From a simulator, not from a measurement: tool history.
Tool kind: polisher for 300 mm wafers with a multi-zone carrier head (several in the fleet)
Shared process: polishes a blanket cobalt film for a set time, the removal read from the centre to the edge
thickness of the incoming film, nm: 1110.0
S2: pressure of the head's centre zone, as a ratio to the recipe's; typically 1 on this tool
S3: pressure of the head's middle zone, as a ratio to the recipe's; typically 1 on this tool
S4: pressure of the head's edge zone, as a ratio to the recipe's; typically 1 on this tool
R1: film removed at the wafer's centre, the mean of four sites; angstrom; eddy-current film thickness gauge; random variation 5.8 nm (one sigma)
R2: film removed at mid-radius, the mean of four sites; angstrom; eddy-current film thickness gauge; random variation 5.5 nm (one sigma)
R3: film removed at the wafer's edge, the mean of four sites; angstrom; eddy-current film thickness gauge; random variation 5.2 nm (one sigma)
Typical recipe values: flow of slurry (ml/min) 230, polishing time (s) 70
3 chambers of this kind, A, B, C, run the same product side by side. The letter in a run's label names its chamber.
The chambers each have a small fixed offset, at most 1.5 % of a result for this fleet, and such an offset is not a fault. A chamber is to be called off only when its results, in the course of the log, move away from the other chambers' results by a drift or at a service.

Run 1B, hour 12.9: usual settings. Result: R1 3927.9 angstrom, R2 3950.8 angstrom, R3 3911.6 angstrom.
At hour 22.4: chamber B: worn pad replaced by a new one.
Run 2C, hour 24.6: usual settings. Result: R1 3854.8 angstrom, R2 3771.6 angstrom, R3 3912.1 angstrom.
At hour 30.8: chamber C: worn pad replaced by a new one.
Run 3A, hour 37.5: usual settings. Result: R1 3920.8 angstrom, R2 3935.9 angstrom, R3 3993.4 angstrom.
At hour 41.9: chamber A: edge zone pressure recalibrated.
Run 4B, hour 46: usual settings. Result: R1 3970.7 angstrom, R2 3989.2 angstrom, R3 3872.1 angstrom.
Run 5A, hour 57.7: usual settings. Result: R1 3755.9 angstrom, R2 3884.5 angstrom, R3 3964.7 angstrom.
Run 6C, hour 64.5: usual settings. Result: R1 3880.8 angstrom, R2 3925.2 angstrom, R3 3905.9 angstrom.
Run 7A, hour 76.2: usual settings. Result: R1 3961.5 angstrom, R2 3859.7 angstrom, R3 3913.1 angstrom.
At hour 86.5: chamber B: slurry nozzle cleaned.
Run 8B, hour 86.8: usual settings. Result: R1 3903.8 angstrom, R2 3914 angstrom, R3 3975.7 angstrom.
Run 9C, hour 93.2: usual settings. Result: R1 3893.6 angstrom, R2 3885.8 angstrom, R3 3998.9 angstrom.
At hour 99.5: chamber C: worn pad replaced by a new one.
Run 10B, hour 101.6: usual settings. Result: R1 3876.7 angstrom, R2 3989.6 angstrom, R3 3919.2 angstrom.
Run 11C, hour 112.2: usual settings. Result: R1 3830.6 angstrom, R2 3945.5 angstrom, R3 3872.1 angstrom.
At hour 112.9: chamber A: centre zone pressure recalibrated.
Run 12A, hour 120.7: usual settings. Result: R1 3875 angstrom, R2 3961.9 angstrom, R3 3883.7 angstrom.
Run 13A, hour 132.8: usual settings but flow of slurry (ml/min) 200. Result: R1 3824.4 angstrom, R2 3809.4 angstrom, R3 3936.1 angstrom.
At hour 136.1: chamber C: centre zone pressure recalibrated.
At hour 141.4: chamber B: worn pad replaced by a new one.
Run 14B, hour 146.2: usual settings but flow of slurry (ml/min) 200. Result: R1 3920.4 angstrom, R2 3927.1 angstrom, R3 3919.7 angstrom.
Run 15C, hour 155.1: usual settings but flow of slurry (ml/min) 200. Result: R1 3849.2 angstrom, R2 3870.5 angstrom, R3 3886 angstrom.
Run 16C, hour 161.9: usual settings but S2 1.05, S4 0.92. Result: R1 3982.1 angstrom, R2 3835.9 angstrom, R3 3749.7 angstrom.
Run 17A, hour 173.7: usual settings but S2 1.05, S4 0.92. Result: R1 4035.7 angstrom, R2 3892.4 angstrom, R3 3808.4 angstrom.
At hour 175: chamber C: worn pad replaced by a new one.
Run 18B, hour 187.1: usual settings but S2 1.05, S4 0.92. Result: R1 4140.4 angstrom, R2 3905.8 angstrom, R3 3819.9 angstrom.
Run 19A, hour 200.3: usual settings. Result: R1 3808 angstrom, R2 3841.5 angstrom, R3 3894.9 angstrom.
Run 20B, hour 206.9: usual settings. Result: R1 4005.6 angstrom, R2 3977 angstrom, R3 3968.4 angstrom.
Run 21C, hour 215.9: usual settings. Result: R1 3961.6 angstrom, R2 4008.1 angstrom, R3 3912.8 angstrom.
Run 22A, hour 225.6: usual settings. Result: R1 3808.1 angstrom, R2 3799.8 angstrom, R3 3914.8 angstrom.
Run 23B, hour 239.2: usual settings but polishing time (s) 61. Result: R1 3393.8 angstrom, R2 3466.7 angstrom, R3 3528.7 angstrom.
At hour 243.6: chamber C: worn pad replaced by a new one.
Run 24C, hour 246.7: usual settings but polishing time (s) 61. Result: R1 3383 angstrom, R2 3441.8 angstrom, R3 3445.9 angstrom.
At hour 250.6: chamber B: worn pad replaced by a new one.
Run 25C, hour 254.7: usual settings but polishing time (s) 61. Result: R1 3369.4 angstrom, R2 3424.8 angstrom, R3 3422.3 angstrom.
Run 26A, hour 267.2: usual settings. Result: R1 3761.6 angstrom, R2 3754.3 angstrom, R3 3749.4 angstrom.
Run 27B, hour 277.5: usual settings but S2 0.89. Result: R1 3430.1 angstrom, R2 3914.1 angstrom, R3 3904.6 angstrom.
At hour 282.3: chamber C: edge zone pressure recalibrated.
Run 28B, hour 284: usual settings but S2 0.89. Result: R1 3488.4 angstrom, R2 3982.1 angstrom, R3 4001.5 angstrom.
Run 29A, hour 291.7: usual settings but S2 0.89. Result: R1 3307.1 angstrom, R2 3816.7 angstrom, R3 3755.7 angstrom.
Run 30C, hour 297.9: usual settings but flow of slurry (ml/min) 300. Result: R1 3932.6 angstrom, R2 4049.1 angstrom, R3 4047.1 angstrom.
Run 31B, hour 307.3: usual settings but flow of slurry (ml/min) 300. Result: R1 4067.4 angstrom, R2 4161.8 angstrom, R3 4008.5 angstrom.
Run 32A, hour 316.2: usual settings but flow of slurry (ml/min) 300. Result: R1 3760.8 angstrom, R2 3793.5 angstrom, R3 3810.2 angstrom.
At hour 317.2: chamber C: worn pad replaced by a new one.
Run 33C, hour 324.3: usual settings but flow of slurry (ml/min) 170. Result: R1 3750.3 angstrom, R2 3816.2 angstrom, R3 3788.8 angstrom.
Run 34B, hour 332.4: usual settings but flow of slurry (ml/min) 170. Result: R1 3646.1 angstrom, R2 3723.3 angstrom, R3 3717.5 angstrom.
Run 35C, hour 340.5: usual settings but flow of slurry (ml/min) 170. Result: R1 3738.3 angstrom, R2 3735.1 angstrom, R3 3814.9 angstrom.
Run 36A, hour 354.1: usual settings. Result: R1 3699.8 angstrom, R2 3640.2 angstrom, R3 3656 angstrom.
Run 37B, hour 363.1: usual settings. Result: R1 3825.6 angstrom, R2 3944.6 angstrom, R3 3879.3 angstrom.
Run 38C, hour 370.9: usual settings. Result: R1 3889.2 angstrom, R2 3877.5 angstrom, R3 3921.4 angstrom.
Run 39A, hour 379.5: usual settings. Result: R1 3681 angstrom, R2 3679.1 angstrom, R3 3630.3 angstrom.
Run 40C, hour 385.7: usual settings. Result: R1 3881.5 angstrom, R2 3892.5 angstrom, R3 3853.2 angstrom.

Has any chamber moved away from the others, gradually or after a service, or does the common gauge drift, or do the chambers differ only by their own small steady offsets? State the chamber and the most likely cause if one applies.

Chamber A drifts away from the others.
Likeliest cause: removal rate lost through wear of the pad, % = 8.4.
The log may not tell that from: slurry flow missing at the pad, %.

Below are 4 candidate recipes for chamber A's next run, each the usual settings with a change, their results shown as question marks. Which of them brings A's results back in line with what the other chambers give on the usual settings?
A result is in line if it is within this distance of the other chambers' mean on the usual settings: R1 200 angstrom; R2 190 angstrom; R3 180 angstrom
Run 41A-1, hour 395.7: usual settings but S3 1.01, polishing time (s) 75. Result: R1 ?, R2 ?, R3 ?.
Run 41A-2, hour 395.7: usual settings but S3 0.99, polishing time (s) 65. Result: R1 ?, R2 ?, R3 ?.
Run 41A-3, hour 395.7: usual settings but flow of slurry (ml/min) 235, S3 1.03, polishing time (s) 81. Result: R1 ?, R2 ?, R3 ?.
Run 41A-4, hour 395.7: usual settings but flow of slurry (ml/min) 225, S3 0.97, polishing time (s) 59. Result: R1 ?, R2 ?, R3 ?.

Average result of the remaining chambers running the usual settings: R1 3886.1 angstrom; R2 3941 angstrom; R3 3926 angstrom
  run      R1      R2      R3
41A-1  3830.2  3886.1  3886.6
41A-2    3319  3305.8  3369.4
41A-3  4149.4  4285.7  4204.6
41A-4    3003  2936.1    3053
41A-1 brings the chamber back in line.
